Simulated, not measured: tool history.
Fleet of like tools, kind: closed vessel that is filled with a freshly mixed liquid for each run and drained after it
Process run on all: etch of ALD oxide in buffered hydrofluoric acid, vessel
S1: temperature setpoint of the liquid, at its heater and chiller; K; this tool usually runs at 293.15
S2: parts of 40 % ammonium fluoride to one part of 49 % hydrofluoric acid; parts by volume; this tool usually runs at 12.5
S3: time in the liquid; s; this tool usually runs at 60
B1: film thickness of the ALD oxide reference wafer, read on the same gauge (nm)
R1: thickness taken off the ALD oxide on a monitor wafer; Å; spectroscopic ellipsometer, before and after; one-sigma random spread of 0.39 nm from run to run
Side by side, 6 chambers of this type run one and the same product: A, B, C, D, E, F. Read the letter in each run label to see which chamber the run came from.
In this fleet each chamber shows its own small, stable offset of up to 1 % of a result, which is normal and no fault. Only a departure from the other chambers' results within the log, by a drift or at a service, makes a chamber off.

{"run": "1D", "hour": 6.9, "S1": 293.15, "S2": 12.5, "S3": 60, "B1": 150.02, "R1": 572.67}
{"run": "2B", "hour": 16.5, "S1": 293.15, "S2": 12.5, "S3": 60, "B1": 150.01, "R1": 570.58}
{"run": "3C", "hour": 25.3, "S1": 293.15, "S2": 12.5, "S3": 60, "B1": 150.0, "R1": 564.57}
{"run": "4E", "hour": 32.3, "S1": 293.15, "S2": 12.5, "S3": 60, "B1": 150.01, "R1": 568.76}
{"hour": 41.2, "done": "chamber C: thermometer replaced"}
{"run": "5A", "hour": 44.0, "S1": 296.65, "S2": 12.5, "S3": 85, "B1": 150.0, "R1": 993.68}
{"run": "6F", "hour": 55.5, "S1": 296.65, "S2": 12.5, "S3": 85, "B1": 150.01, "R1": 986.46}
{"run": "7E", "hour": 64.8, "S1": 296.65, "S2": 12.5, "S3": 85, "B1": 150.02, "R1": 981.53}
{"run": "8F", "hour": 74.4, "S1": 296.65, "S2": 12.5, "S3": 85, "B1": 149.98, "R1": 978.48}
{"run": "9C", "hour": 82.6, "S1": 296.65, "S2": 12.5, "S3": 85, "B1": 150.0, "R1": 975.67}
{"run": "10D", "hour": 89.5, "S1": 296.65, "S2": 12.5, "S3": 85, "B1": 149.99, "R1": 982.09}
{"run": "11A", "hour": 94.8, "S1": 293.15, "S2": 12.5, "S3": 60, "B1": 150.04, "R1": 574.34}
{"run": "12B", "hour": 101.8, "S1": 293.15, "S2": 12.5, "S3": 60, "B1": 149.97, "R1": 581.68}
{"run": "13B", "hour": 107.9, "S1": 293.15, "S2": 12.5, "S3": 60, "B1": 150.02, "R1": 574.54}
{"run": "14E", "hour": 116.1, "S1": 293.15, "S2": 12.5, "S3": 60, "B1": 150.03, "R1": 577.44}
{"run": "15F", "hour": 124.8, "S1": 293.15, "S2": 12.5, "S3": 60, "B1": 150.01, "R1": 569.85}
{"hour": 125.2, "done": "chamber D: thermometer replaced"}
{"run": "16A", "hour": 136.8, "S1": 293.15, "S2": 12.5, "S3": 60, "B1": 150.01, "R1": 574.88}
{"run": "17D", "hour": 147.5, "S1": 293.15, "S2": 12.5, "S3": 60, "B1": 150.02, "R1": 566.48}
{"run": "18C", "hour": 156.4, "S1": 293.15, "S2": 12.5, "S3": 60, "B1": 150.0, "R1": 571.15}
{"run": "19D", "hour": 162.4, "S1": 293.15, "S2": 12.5, "S3": 60, "B1": 149.96, "R1": 573.25}
{"run": "20C", "hour": 172.5, "S1": 296.65, "S2": 12.5, "S3": 60, "B1": 150.0, "R1": 691.24}
{"run": "21A", "hour": 178.5, "S1": 296.65, "S2": 12.5, "S3": 60, "B1": 149.98, "R1": 698.47}
{"run": "22E", "hour": 186.4, "S1": 296.65, "S2": 12.5, "S3": 60, "B1": 149.98, "R1": 707.6}
{"hour": 192.9, "done": "chamber F: thermometer replaced"}
{"run": "23F", "hour": 196.3, "S1": 296.65, "S2": 12.5, "S3": 60, "B1": 150.0, "R1": 694.8}
{"run": "24B", "hour": 207.1, "S1": 296.65, "S2": 12.5, "S3": 60, "B1": 150.06, "R1": 695.3}
{"run": "25E", "hour": 217.1, "S1": 296.65, "S2": 12.5, "S3": 60, "B1": 150.0, "R1": 709.32}
{"run": "26C", "hour": 227.0, "S1": 293.15, "S2": 12.5, "S3": 60, "B1": 149.99, "R1": 568.95}
{"run": "27A", "hour": 233.3, "S1": 293.15, "S2": 12.5, "S3": 60, "B1": 150.02, "R1": 578.51}
{"run": "28F", "hour": 243.7, "S1": 293.15, "S2": 12.5, "S3": 60, "B1": 149.99, "R1": 569.71}
{"hour": 243.9, "done": "chamber D: hydrofluoric acid flow meter replaced"}
{"hour": 246.2, "done": "chamber B: hydrofluoric acid flow meter replaced"}
{"run": "29D", "hour": 253.6, "S1": 293.15, "S2": 12.5, "S3": 60, "B1": 150.02, "R1": 576.66}
{"run": "30B", "hour": 262.8, "S1": 293.15, "S2": 12.5, "S3": 60, "B1": 149.99, "R1": 578.24}
{"run": "31C", "hour": 274.2, "S1": 293.15, "S2": 12.5, "S3": 40, "B1": 149.99, "R1": 378.03}
{"run": "32D", "hour": 281.6, "S1": 293.15, "S2": 12.5, "S3": 40, "B1": 150.0, "R1": 384.17}
{"run": "33A", "hour": 293.0, "S1": 293.15, "S2": 12.5, "S3": 40, "B1": 150.02, "R1": 382.89}
{"run": "34B", "hour": 301.9, "S1": 293.15, "S2": 12.5, "S3": 40, "B1": 150.04, "R1": 387.9}
{"run": "35F", "hour": 311.6, "S1": 293.15, "S2": 12.5, "S3": 40, "B1": 149.98, "R1": 382.37}
{"run": "36E", "hour": 318.1, "S1": 293.15, "S2": 12.5, "S3": 40, "B1": 149.96, "R1": 383.37}
{"run": "37F", "hour": 323.9, "S1": 293.15, "S2": 12.5, "S3": 60, "B1": 149.97, "R1": 573.31}

Next, every chamber runs the same settings. What will each give?
{"run": "38A", "hour": 332.5, "S1": 293.15, "S2": 10.0, "S3": 60, "R1": "?"}
{"run": "38B", "hour": 332.5, "S1": 293.15, "S2": 10.0, "S3": 60, "R1": "?"}
{"run": "38C", "hour": 332.5, "S1": 293.15, "S2": 10.0, "S3": 60, "R1": "?"}
{"run": "38D", "hour": 332.5, "S1": 293.15, "S2": 10.0, "S3": 60, "R1": "?"}
{"run": "38E", "hour": 332.5, "S1": 293.15, "S2": 10.0, "S3": 60, "R1": "?"}
{"run": "38F", "hour": 332.5, "S1": 293.15, "S2": 10.0, "S3": 60, "R1": "?"}

run=38A R1=724.28
run=38B R1=717.41
run=38C R1=710.11
run=38D R1=711.87
run=38E R1=710.29
run=38F R1=714.44
